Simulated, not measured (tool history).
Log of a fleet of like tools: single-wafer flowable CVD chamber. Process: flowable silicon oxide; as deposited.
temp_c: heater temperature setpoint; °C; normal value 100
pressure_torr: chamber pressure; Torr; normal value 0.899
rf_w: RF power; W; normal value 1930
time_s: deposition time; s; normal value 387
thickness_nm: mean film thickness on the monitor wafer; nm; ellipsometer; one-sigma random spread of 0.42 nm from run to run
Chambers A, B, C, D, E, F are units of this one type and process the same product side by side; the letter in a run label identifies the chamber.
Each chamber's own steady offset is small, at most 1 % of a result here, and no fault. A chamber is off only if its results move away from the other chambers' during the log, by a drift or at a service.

run	hour	temp_c	pressure_torr	rf_w	time_s	read-back reference wafer on the same gauge, thickness_nm	thickness_nm
1B	10.1	100	0.899	1930	387	218.96	269.66
# hour 10.5: chamber A: capacitance manometer re-zeroed and calibrated
2E	16.2	100	0.899	1930	387	218.95	269.11
3F	26.7	100	0.899	1930	387	218.82	271.4
4C	35.9	100	0.899	1930	387	218.8	272.39
# hour 36.6: chamber C: RF generator calibrated
5A	47.5	100	0.899	1930	387	218.74	269.86
# hour 55.8: chamber D: capacitance manometer re-zeroed and calibrated
6D	56.6	100	0.899	1930	337	218.75	235.12
7A	66	100	0.899	1930	337	218.7	234.66
8F	74.1	100	0.899	1930	337	218.76	236.37
9B	81.5	100	0.899	1930	337	218.68	233.84
10C	92.7	100	0.899	1930	337	218.69	237.01
11D	98.5	100	0.899	1930	337	218.58	235.03
12E	110.6	114	0.899	1930	323	218.54	142.11
13B	116.5	114	0.899	1930	323	218.44	141.06
14C	122.1	114	0.899	1930	323	218.36	144.57
15F	129.3	114	0.899	1930	323	218.5	142.91
16D	139.4	114	0.899	1930	323	218.44	142.6
17E	146.7	114	0.899	1930	323	218.39	142.16
18A	154	100	0.899	1930	387	218.37	269.21
19F	163.2	100	0.899	1930	387	218.26	271
20C	173.2	100	0.994	1930	442	218.19	350.87
21D	182.5	100	0.994	1930	442	218.25	348.8
22E	192.9	100	0.994	1930	442	218.1	345.82
23B	199	100	0.994	1930	442	218.24	346.29
24A	207.4	100	0.994	1930	442	218.05	347.42
25B	214.2	100	0.994	1930	442	218.15	345.94
# hour 224.1: chamber F: RF generator calibrated
26D	225	100	0.899	1930	387	218.14	270.08
# hour 226.8: chamber A: RF generator calibrated
27A	237.1	100	0.899	1650	387	218.04	258.18
28E	246.1	100	0.899	1650	387	217.99	257.02
29F	256	100	0.899	1650	387	217.97	259.81
30C	266.6	100	0.899	1650	387	217.86	261.44
31F	273.7	100	0.899	1650	387	217.75	259.7
32B	283	100	0.899	1650	387	217.83	256.84
33E	289.1	100	0.899	1930	387	217.77	268.01
34D	300.6	100	0.899	1930	387	217.79	269.39
35C	312.3	100	0.899	1930	387	217.67	270.56
36A	322.8	100	0.899	1930	387	217.67	268.46

The same settings go to every chamber for the next run, one line per chamber below. Forecast the results for each:
37A	332.1	100	0.899	1930	387		?
37B	332.1	100	0.899	1930	387		?
37C	332.1	100	0.899	1930	387		?
37D	332.1	100	0.899	1930	387		?
37E	332.1	100	0.899	1930	387		?
37F	332.1	100	0.899	1930	387		?

run	thickness_nm
37A	268.32
37B	267.17
37C	271.23
37D	269.14
37E	267.57
37F	270.51
